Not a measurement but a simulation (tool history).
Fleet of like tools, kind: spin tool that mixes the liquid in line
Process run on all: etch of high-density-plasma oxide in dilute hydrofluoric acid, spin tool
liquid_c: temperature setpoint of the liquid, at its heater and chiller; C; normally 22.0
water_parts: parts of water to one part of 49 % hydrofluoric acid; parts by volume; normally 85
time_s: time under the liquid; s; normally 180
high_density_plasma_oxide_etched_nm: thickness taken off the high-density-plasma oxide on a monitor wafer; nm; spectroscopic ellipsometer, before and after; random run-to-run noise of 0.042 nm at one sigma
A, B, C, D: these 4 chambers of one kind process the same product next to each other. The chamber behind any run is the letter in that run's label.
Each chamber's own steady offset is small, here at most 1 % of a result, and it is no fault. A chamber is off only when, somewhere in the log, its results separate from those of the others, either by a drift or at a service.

| run | hour | liquid_c | water_parts | time_s | hours since the thermometer was replaced | hours since the hydrofluoric acid flow meter was replaced | read-back film thickness of the high-density-plasma oxide reference wafer, read on the same gauge (nm) | high_density_plasma_oxide_etched_nm |
|---|---|---|---|---|---|---|---|---|
| 1A | 4.9 | 22.0 | 85 | 180 | 152.8 | 1149.5 | 29.999 | 13.0490 |
| 2C | 9.2 | 22.0 | 85 | 180 | 2322.9 | 302.2 | 29.988 | 13.1580 |
| 3D | 14.6 | 22.0 | 85 | 180 | 868.6 | 555.8 | 30.000 | 13.0590 |
| 4B | 19.1 | 22.0 | 85 | 180 | 1765.1 | 839.9 | 29.988 | 13.2130 |
| 5D | 25.0 | 22.0 | 85 | 135 | 879.0 | 566.2 | 30.001 | 9.8378 |
| 6A | 30.1 | 22.0 | 85 | 135 | 178.0 | 1174.7 | 29.984 | 9.7573 |
| 7B | 34.5 | 22.0 | 85 | 135 | 1780.5 | 855.3 | 30.005 | 9.9454 |
| 8C | 39.9 | 22.0 | 85 | 135 | 2353.6 | 332.9 | 29.993 | 9.8939 |
| 9B | 46.3 | 22.0 | 85 | 100 | 1792.3 | 867.1 | 29.999 | 7.3492 |
| 10D | 49.9 | 22.0 | 85 | 100 | 903.9 | 591.1 | 29.988 | 7.2702 |
| 11C | 55.2 | 22.0 | 85 | 100 | 2368.9 | 348.2 | 29.996 | 7.3452 |
| 12A | 60.4 | 22.0 | 85 | 100 | 208.3 | 1205.0 | 29.997 | 7.2701 |
| 13B | 66.2 | 22.0 | 85 | 180 | 1812.2 | 887.0 | 30.001 | 13.2200 |
| 14C | 71.4 | 22.0 | 85 | 180 | 2385.1 | 364.4 | 29.995 | 13.2770 |
| 15A | 76.8 | 22.0 | 85 | 180 | 224.7 | 1221.4 | 29.997 | 13.1000 |
| 16D | 80.5 | 22.0 | 85 | 180 | 934.5 | 621.7 | 30.012 | 13.1010 |
| 17B | 86.8 | 20.5 | 75 | 180 | 1832.8 | 907.6 | 29.989 | 14.2620 |
| 18A | 93.3 | 20.5 | 75 | 180 | 241.2 | 1237.9 | 29.996 | 14.1030 |
| 19D | 97.2 | 20.5 | 75 | 180 | 951.2 | 638.4 | 29.969 | 14.0640 |
| 20C | 104.3 | 20.5 | 75 | 180 | 2418.0 | 397.3 | 29.989 | 14.2820 |
| 21C | 110.9 | 22.0 | 85 | 180 | 2424.6 | 403.9 | 30.005 | 13.2080 |
| 22A | 117.2 | 22.0 | 85 | 180 | 265.1 | 1261.8 | 30.003 | 13.0400 |
| 23D | 122.9 | 22.0 | 85 | 180 | 976.9 | 664.1 | 30.007 | 13.1090 |
| 24B | 128.3 | 26.0 | 95 | 180 | 1874.3 | 949.1 | 29.992 | 13.6260 |
| 25B | 133.6 | 26.0 | 95 | 180 | 1879.6 | 954.4 | 29.988 | 13.7010 |
| 26A | 139.3 | 26.0 | 95 | 180 | 287.2 | 1283.9 | 29.982 | 13.5090 |
| 27C | 145.9 | 26.0 | 95 | 180 | 2459.6 | 438.9 | 30.002 | 13.7730 |
| 28D | 153.1 | 22.0 | 85 | 180 | 1007.1 | 694.3 | 29.996 | 13.0780 |
| 29B | 157.9 | 22.0 | 85 | 180 | 1903.9 | 978.7 | 29.997 | 13.2260 |
| 30C | 162.7 | 22.0 | 85 | 180 | 2476.4 | 455.7 | 30.015 | 13.2280 |
| 31D | 169.2 | 22.0 | 85 | 180 | 1023.2 | 710.4 | 30.002 | 13.1200 |
| 32A | 174.0 | 22.0 | 85 | 180 | 321.9 | 1318.6 | 30.006 | 13.0230 |
| 33D | 177.2 | 22.0 | 85 | 180 | 1031.2 | 718.4 | 30.010 | 13.0330 |
| 34A | 183.1 | 22.0 | 85 | 180 | 331.0 | 1327.7 | 30.006 | 13.0830 |
| 35B | 186.7 | 22.0 | 85 | 180 | 1932.7 | 1007.5 | 29.989 | 13.2930 |
| 36C | 190.6 | 22.0 | 85 | 180 | 2504.3 | 483.6 | 29.981 | 13.2830 |
| 37C | 197.2 | 22.0 | 85 | 180 | 2510.9 | 490.2 | 29.987 | 13.2210 |
| 38B | 203.9 | 22.0 | 85 | 180 | 1949.9 | 1024.7 | 30.000 | 13.2600 |
| 39D | 211.0 | 22.0 | 85 | 180 | 1065.0 | 752.2 | 30.014 | 13.1320 |

Is one chamber out of step, is the gauge drifting, or do the chambers differ by no more than their own small offsets? For an off chamber, give its letter and the likeliest cause.

No chamber is off and the gauge is stable; the differences are just each chamber's small, constant offset.
